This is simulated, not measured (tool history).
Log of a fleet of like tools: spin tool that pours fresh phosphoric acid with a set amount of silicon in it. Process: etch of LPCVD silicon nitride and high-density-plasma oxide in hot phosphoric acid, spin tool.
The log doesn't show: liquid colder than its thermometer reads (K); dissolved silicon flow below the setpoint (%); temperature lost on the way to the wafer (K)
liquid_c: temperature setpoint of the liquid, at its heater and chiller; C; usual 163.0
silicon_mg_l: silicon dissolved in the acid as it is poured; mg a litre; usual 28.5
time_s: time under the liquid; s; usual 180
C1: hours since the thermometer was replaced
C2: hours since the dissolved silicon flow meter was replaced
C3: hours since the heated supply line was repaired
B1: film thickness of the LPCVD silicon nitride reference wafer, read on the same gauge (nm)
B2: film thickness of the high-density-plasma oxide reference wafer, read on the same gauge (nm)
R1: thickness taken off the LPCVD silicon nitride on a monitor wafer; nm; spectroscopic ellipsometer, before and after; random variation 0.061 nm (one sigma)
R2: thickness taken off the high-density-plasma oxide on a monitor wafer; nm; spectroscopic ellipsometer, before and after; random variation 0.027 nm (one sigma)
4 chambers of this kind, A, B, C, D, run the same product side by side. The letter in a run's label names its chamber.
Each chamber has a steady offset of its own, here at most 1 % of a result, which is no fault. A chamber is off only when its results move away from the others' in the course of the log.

Run 1D, hour 8.2: usual settings; C1 2146.7; C2 144.0; C3 1358.4; B1 129.99; B2 130.02. Result: R1 16.7910 nm, R2 0.287140 nm.
Run 2C, hour 16.6: usual settings; C1 198.1; C2 877.9; C3 1498.6; B1 130.02; B2 129.98. Result: R1 16.6730 nm, R2 0.293630 nm.
Run 3A, hour 21.8: usual settings; C1 2114.0; C2 276.1; C3 1080.8; B1 130.00; B2 129.97. Result: R1 16.8850 nm, R2 0.385030 nm.
Run 4B, hour 29.5: usual settings; C1 864.0; C2 1241.8; C3 250.9; B1 130.00; B2 129.99. Result: R1 16.8300 nm, R2 0.281980 nm.
Run 5C, hour 35.8: usual settings; C1 217.3; C2 897.1; C3 1517.8; B1 130.02; B2 130.02. Result: R1 16.6330 nm, R2 0.294320 nm.
Run 6D, hour 41.6: usual settings but time_s 75 s; C1 2180.1; C2 177.4; C3 1391.8; B1 130.01; B2 130.04. Result: R1 6.9931 nm, R2 0.147380 nm.
Run 7A, hour 49.6: usual settings but time_s 75 s; C1 2141.8; C2 303.9; C3 1108.6; B1 129.98; B2 129.99. Result: R1 6.9656 nm, R2 0.149570 nm.
Run 8B, hour 59.5: usual settings but time_s 75 s; C1 894.0; C2 1271.8; C3 280.9; B1 130.00; B2 130.01. Result: R1 6.9722 nm, R2 0.140240 nm.
Run 9C, hour 69.0: usual settings but time_s 75 s; C1 250.5; C2 930.3; C3 1551.0; B1 130.00; B2 130.01. Result: R1 6.9490 nm, R2 0.119340 nm.
Run 10B, hour 74.3: usual settings; C1 908.8; C2 1286.6; C3 295.7; B1 130.01; B2 130.02. Result: R1 16.6740 nm, R2 0.230410 nm.
Run 11A, hour 83.2: usual settings; C1 2175.4; C2 337.5; C3 1142.2; B1 129.99; B2 130.02. Result: R1 16.8190 nm, R2 0.355690 nm.
Run 12D, hour 88.4: usual settings but silicon_mg_l 41.0 mg a litre, time_s 110 s; C1 2226.9; C2 224.2; C3 1438.6; B1 129.98; B2 129.96. Result: R1 10.2270 nm, R2 0.110900 nm.
Run 13B, hour 98.0: usual settings but silicon_mg_l 41.0 mg a litre, time_s 110 s; C1 932.5; C2 1310.3; C3 319.4; B1 129.99; B2 129.95. Result: R1 10.2530 nm, R2 0.099569 nm.
Run 14A, hour 107.7: usual settings but silicon_mg_l 41.0 mg a litre, time_s 110 s; C1 2199.9; C2 362.0; C3 1166.7; B1 129.99; B2 130.01. Result: R1 10.2340 nm, R2 0.094726 nm.
Run 15C, hour 116.6: usual settings but silicon_mg_l 41.0 mg a litre, time_s 110 s; C1 298.1; C2 977.9; C3 1598.6; B1 130.01; B2 129.99. Result: R1 10.1160 nm, R2 0.100490 nm.
Run 16D, hour 121.4: usual settings but silicon_mg_l 11.5 mg a litre; C1 2259.9; C2 257.2; C3 1471.6; B1 130.01; B2 129.95. Result: R1 16.7490 nm, R2 0.567480 nm.
Run 17C, hour 129.1: usual settings but silicon_mg_l 11.5 mg a litre; C1 310.6; C2 990.4; C3 1611.1; B1 130.00; B2 129.93. Result: R1 16.7060 nm, R2 0.584570 nm.
Run 18A, hour 137.0: usual settings but silicon_mg_l 11.5 mg a litre; C1 2229.2; C2 391.3; C3 1196.0; B1 129.98; B2 130.00. Result: R1 16.8620 nm, R2 0.495450 nm.
Run 19D, hour 141.8: usual settings but silicon_mg_l 11.5 mg a litre; C1 2280.3; C2 277.6; C3 1492.0; B1 129.98; B2 129.99. Result: R1 16.7930 nm, R2 0.537460 nm.
Run 20B, hour 146.9: usual settings; C1 981.4; C2 1359.2; C3 368.3; B1 129.98; B2 130.03. Result: R1 16.8580 nm, R2 0.352130 nm.
Run 21D, hour 155.8: usual settings; C1 2294.3; C2 291.6; C3 1506.0; B1 130.01; B2 130.04. Result: R1 16.7380 nm, R2 0.328280 nm.
Run 22C, hour 165.3: usual settings but liquid_c 160.5 C, time_s 280 s; C1 346.8; C2 1026.6; C3 1647.3; B1 130.00; B2 130.00. Result: R1 23.9400 nm, R2 0.371410 nm.
Run 23A, hour 171.5: usual settings but liquid_c 160.5 C, time_s 280 s; C1 2263.7; C2 425.8; C3 1230.5; B1 129.98; B2 129.99. Result: R1 23.9110 nm, R2 0.448820 nm.
Run 24B, hour 177.3: usual settings but liquid_c 160.5 C, time_s 280 s; C1 1011.8; C2 1389.6; C3 398.7; B1 130.00; B2 130.01. Result: R1 23.9540 nm, R2 0.404390 nm.
Run 25C, hour 184.7: usual settings but liquid_c 160.5 C, time_s 280 s; C1 366.2; C2 1046.0; C3 1666.7; B1 130.00; B2 129.96. Result: R1 23.9600 nm, R2 0.393730 nm.
Run 26B, hour 192.3: usual settings; C1 1026.8; C2 1404.6; C3 413.7; B1 130.00; B2 129.97. Result: R1 16.7240 nm, R2 0.321990 nm.
Run 27A, hour 197.1: usual settings; C1 2289.3; C2 451.4; C3 1256.1; B1 130.00; B2 130.01. Result: R1 16.7310 nm, R2 0.273290 nm.
Run 28D, hour 205.1: usual settings; C1 2343.6; C2 340.9; C3 1555.3; B1 130.04; B2 129.98. Result: R1 16.7370 nm, R2 0.279000 nm.
Run 29C, hour 212.5: usual settings but liquid_c 165.0 C; C1 394.0; C2 1073.8; C3 1694.5; B1 129.98; B2 130.04. Result: R1 17.8500 nm, R2 0.347830 nm.
Run 30A, hour 217.6: usual settings but liquid_c 165.0 C; C1 2309.8; C2 471.9; C3 1276.6; B1 130.01; B2 129.98. Result: R1 17.8150 nm, R2 0.430590 nm.
Run 31D, hour 226.7: usual settings but liquid_c 165.0 C; C1 2365.2; C2 362.5; C3 1576.9; B1 129.99; B2 129.99. Result: R1 18.0170 nm, R2 0.318840 nm.
Run 32B, hour 231.8: usual settings but liquid_c 165.0 C; C1 1066.3; C2 1444.1; C3 453.2; B1 129.99; B2 130.02. Result: R1 17.7690 nm, R2 0.420610 nm.
Run 33D, hour 237.1: usual settings; C1 2375.6; C2 372.9; C3 1587.3; B1 130.00; B2 130.01. Result: R1 16.8810 nm, R2 0.329330 nm.
Run 34C, hour 246.5: usual settings; C1 428.0; C2 1107.8; C3 1728.5; B1 130.01; B2 130.03. Result: R1 16.7010 nm, R2 0.337220 nm.
Run 35A, hour 252.1: usual settings; C1 2344.3; C2 506.4; C3 1311.1; B1 130.00; B2 129.99. Result: R1 16.6080 nm, R2 0.326550 nm.

Next, every chamber runs the same settings. What will each give?
Run 36A, hour 260.0: usual settings. Result: R1 ?, R2 ?.
Run 36B, hour 260.0: usual settings. Result: R1 ?, R2 ?.
Run 36C, hour 260.0: usual settings. Result: R1 ?, R2 ?.
Run 36D, hour 260.0: usual settings. Result: R1 ?, R2 ?.

run       R1        R2
36A  16.8330  0.274280
36B  16.8860  0.323160
36C  16.7070  0.284260
36D  16.7090  0.296280
